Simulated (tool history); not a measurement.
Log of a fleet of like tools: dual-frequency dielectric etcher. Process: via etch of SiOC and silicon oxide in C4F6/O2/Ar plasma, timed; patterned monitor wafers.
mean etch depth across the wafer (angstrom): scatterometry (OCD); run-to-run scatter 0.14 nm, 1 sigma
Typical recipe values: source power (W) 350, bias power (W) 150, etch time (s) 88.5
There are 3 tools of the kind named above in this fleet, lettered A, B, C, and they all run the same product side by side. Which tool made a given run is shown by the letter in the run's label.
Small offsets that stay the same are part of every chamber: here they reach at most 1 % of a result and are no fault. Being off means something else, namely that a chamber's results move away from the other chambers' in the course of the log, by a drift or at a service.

run    day  source power (W)  bias power (W)  etch time (s)  hours since the last wet clean  hours since the last source power generator calibration  hours since the last bias power generator calibration  read-back reference wafer on the same gauge, depth_nm  mean etch depth across the wafer (angstrom)
 1B  0.188               350             150           88.5                           320.0                                                   1837.4                                                  444.5                                                 93.299                                       893.33
 2A  0.400               350             150           88.5                            90.2                                                   2745.4                                                  823.3                                                 93.330                                       900.92
 3C  0.621               350             150           88.5                            16.9                                                    793.3                                                 2440.5                                                 93.365                                       902.80
 4C  0.933               350             150           88.5                            24.4                                                    800.8                                                 2448.0                                                 93.406                                       900.56
 5A  1.092               350             150           88.5                           106.8                                                   2762.0                                                  839.9                                                 93.394                                       901.27
 6B  1.312               350             150           88.5                           347.0                                                   1864.4                                                  471.5                                                 93.387                                       894.63
 7B  1.542               350             150           88.5                           352.5                                                   1869.9                                                  477.0                                                 93.417                                       892.92
 8A  1.783               350             135           88.5                           123.4                                                   2778.6                                                  856.5                                                 93.481                                       874.92
 9C  2.067               350             135           88.5                            51.6                                                    828.0                                                 2475.2                                                 93.459                                       875.34
10C  2.375               350             135           88.5                            59.0                                                    835.4                                                 2482.6                                                 93.517                                       874.42
11A  2.688               350             150           88.5                           145.1                                                   2800.3                                                  878.2                                                 93.548                                       900.50
12B  3.017               350             150           88.5                           387.9                                                   1905.3                                                  512.4                                                 93.576                                       895.77
13B  3.304               350             150           88.5                           394.8                                                   1912.2                                                  519.3                                                 93.590                                       893.76
14C  3.512               350             150           88.5                            86.3                                                    862.7                                                 2509.9                                                 93.580                                       902.99
15A  3.671               350             150           88.5                           168.7                                                   2823.9                                                  901.8                                                 93.600                                       904.13
16C  3.904               350             150           88.5                            95.7                                                    872.1                                                 2519.3                                                 93.656                                       903.72
17A  4.167               350             150           88.5                           180.6                                                   2835.8                                                  913.7                                                 93.664                                       903.41
18B  4.496               350             150           88.5                           423.4                                                   1940.8                                                  547.9                                                 93.701                                       896.65
19B  4.725               350             150           88.5                           428.9                                                   1946.3                                                  553.4                                                 93.665                                       895.58
     4.871  -- chamber B: source power generator calibrated
20C  4.979               350             150           88.5                           121.5                                                    897.9                                                 2545.1                                                 93.772                                       903.27
21A  5.221               350             137           88.5                           205.9                                                   2861.1                                                  939.0                                                 93.734                                       879.97
22B  5.525               350             137           88.5                           448.1                                                     15.8                                                  572.6                                                 93.799                                       871.21
23A  5.838               350             137           88.5                           220.7                                                   2875.9                                                  953.8                                                 93.837                                       882.01
24C  6.138               350             150           70.5                           149.3                                                    925.7                                                 2572.9                                                 93.862                                       722.31
25B  6.338               350             150           70.5                           467.6                                                     35.3                                                  592.1                                                 93.870                                       714.73
26C  6.504               350             150           70.5                           158.1                                                    934.5                                                 2581.7                                                 93.873                                       720.99

Is one chamber out of step, is the gauge drifting, or do the chambers differ by no more than their own small offsets? For an off chamber, give its letter and the likeliest cause.

No chamber is off; the gauge reading every chamber's wafers drifts, which makes the whole fleet appear to move together.
Most likely cause: gauge reads high (%) = 0.63.

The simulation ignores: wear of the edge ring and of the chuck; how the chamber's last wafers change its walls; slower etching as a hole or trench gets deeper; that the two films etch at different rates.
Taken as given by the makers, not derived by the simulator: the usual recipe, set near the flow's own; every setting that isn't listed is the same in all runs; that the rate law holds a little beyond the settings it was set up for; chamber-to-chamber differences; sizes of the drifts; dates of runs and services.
